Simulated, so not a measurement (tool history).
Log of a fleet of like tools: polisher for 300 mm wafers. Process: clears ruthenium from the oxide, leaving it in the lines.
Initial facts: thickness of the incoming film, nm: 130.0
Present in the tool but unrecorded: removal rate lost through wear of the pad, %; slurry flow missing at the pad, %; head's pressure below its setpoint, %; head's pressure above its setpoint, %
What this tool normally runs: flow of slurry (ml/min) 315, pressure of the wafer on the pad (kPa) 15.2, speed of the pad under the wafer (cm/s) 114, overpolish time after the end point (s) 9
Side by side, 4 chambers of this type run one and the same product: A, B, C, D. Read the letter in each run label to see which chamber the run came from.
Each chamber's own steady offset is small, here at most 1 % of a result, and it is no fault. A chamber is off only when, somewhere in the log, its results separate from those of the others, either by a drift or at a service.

run,hour,flow of slurry (ml/min),pressure of the wafer on the pad (kPa),speed of the pad under the wafer (cm/s),overpolish time after the end point (s),wafers polished on this pad,hours since the slurry nozzle was cleaned,hours since the head pressure was calibrated,time until the end point was called (s)
1A,6.8,315,15.2,114,9,253,464.2,637.4,108.170
2C,21.1,315,15.2,114,9,608,21.5,952.2,108.510
3D,29.4,315,15.2,114,9,905,149.4,91.1,107.860
# hour 35.7: chamber B: worn pad replaced by a new one
# hour 37.4: chamber A: worn pad replaced by a new one
4B,37.7,315,15.2,114,9,16,531.0,908.8,109.520
5D,44.8,315,15.2,114,9,1027,164.8,106.5,107.130
6A,56.4,315,13.1,114,9,150,513.8,687.0,122.740
# hour 60.7: chamber D: worn pad replaced by a new one
7B,69.9,315,13.1,114,9,271,563.2,941.0,128.850
8C,78.2,315,13.1,114,9,1061,78.6,1009.3,126.910
9D,85.8,315,13.1,114,9,199,205.8,147.5,126.180
# hour 88.4: chamber C: worn pad replaced by a new one
10B,97.3,315,15.2,114,9,488,590.6,968.4,109.840
# hour 104.9: chamber B: slurry nozzle cleaned
11A,107.6,315,17.2,128,9,556,565.0,738.2,84.496
12C,116.6,315,17.2,128,9,223,117.0,1047.7,84.452
# hour 117.2: chamber A: worn pad replaced by a new one
13B,129.4,315,17.2,128,9,742,24.5,1000.5,83.421
14A,139.0,315,17.2,128,9,172,596.4,769.6,83.231
# hour 144.6: chamber C: head pressure recalibrated
15D,149.3,315,15.2,114,9,702,269.3,211.0,108.400
16C,157.0,315,15.2,114,9,543,157.4,12.5,100.120
17A,172.2,315,15.2,114,9,435,629.6,802.8,107.180
18C,185.4,315,15.2,114,9,768,185.8,40.9,101.040
# hour 186.9: chamber A: worn pad replaced by a new one
# hour 189.9: chamber D: worn pad replaced by a new one
# hour 196.4: chamber B: head pressure recalibrated
19B,196.7,315,15.2,114,9,1276,91.8,0.3,106.940
20D,206.9,315,15.2,114,9,135,326.9,268.6,107.550
21D,219.4,315,15.2,114,9,234,339.4,281.1,107.290
# hour 222.4: chamber C: worn pad replaced by a new one
22C,226.8,315,15.2,114,9,35,227.2,82.3,98.970
# hour 227.1: chamber B: worn pad replaced by a new one
23A,237.0,315,15.2,114,9,397,694.4,867.6,106.390
# hour 240.5: chamber D: slurry nozzle cleaned
# hour 245.2: chamber A: slurry nozzle cleaned
24B,250.6,315,15.2,114,9,186,145.7,54.2,108.760
# hour 258.7: chamber A: worn pad replaced by a new one
25B,263.8,315,15.2,114,9,291,158.9,67.4,109.550
26A,278.9,315,15.2,114,9,160,33.8,909.5,106.990
27D,287.3,315,15.2,114,9,772,46.9,349.0,106.700

Decide between three cases: one chamber stands off from its peers, the gauge reading all wafers drifts, or nothing is wrong past each chamber's small offset. Where a chamber is off, say which and what most likely put it there.

A service on chamber C put it out of line with the rest.
Likeliest cause: head's pressure above its setpoint, % = 7.22.

Which of the 4 candidates below, each the usual settings with something changed and its results left as question marks, puts chamber C back in line with what the other chambers give on the usual settings?
A result is in line if it is within this distance of the other chambers' mean on the usual settings: time until the end point was called (s) 4.300
28C-1,298.3,315,15.9,118,9,,,,?
28C-2,298.3,310,15.2,98,9,,,,?
28C-3,298.3,315,14.5,110,9,,,,?
28C-4,298.3,315,16.5,122,9,,,,?

The other chambers' mean on the usual settings: time until the end point was called (s) 107.750
run,time until the end point was called (s)
28C-1,93.093
28C-2,117.360
28C-3,109.500
28C-4,86.245
28C-3 puts the chamber back in line with the other chambers.
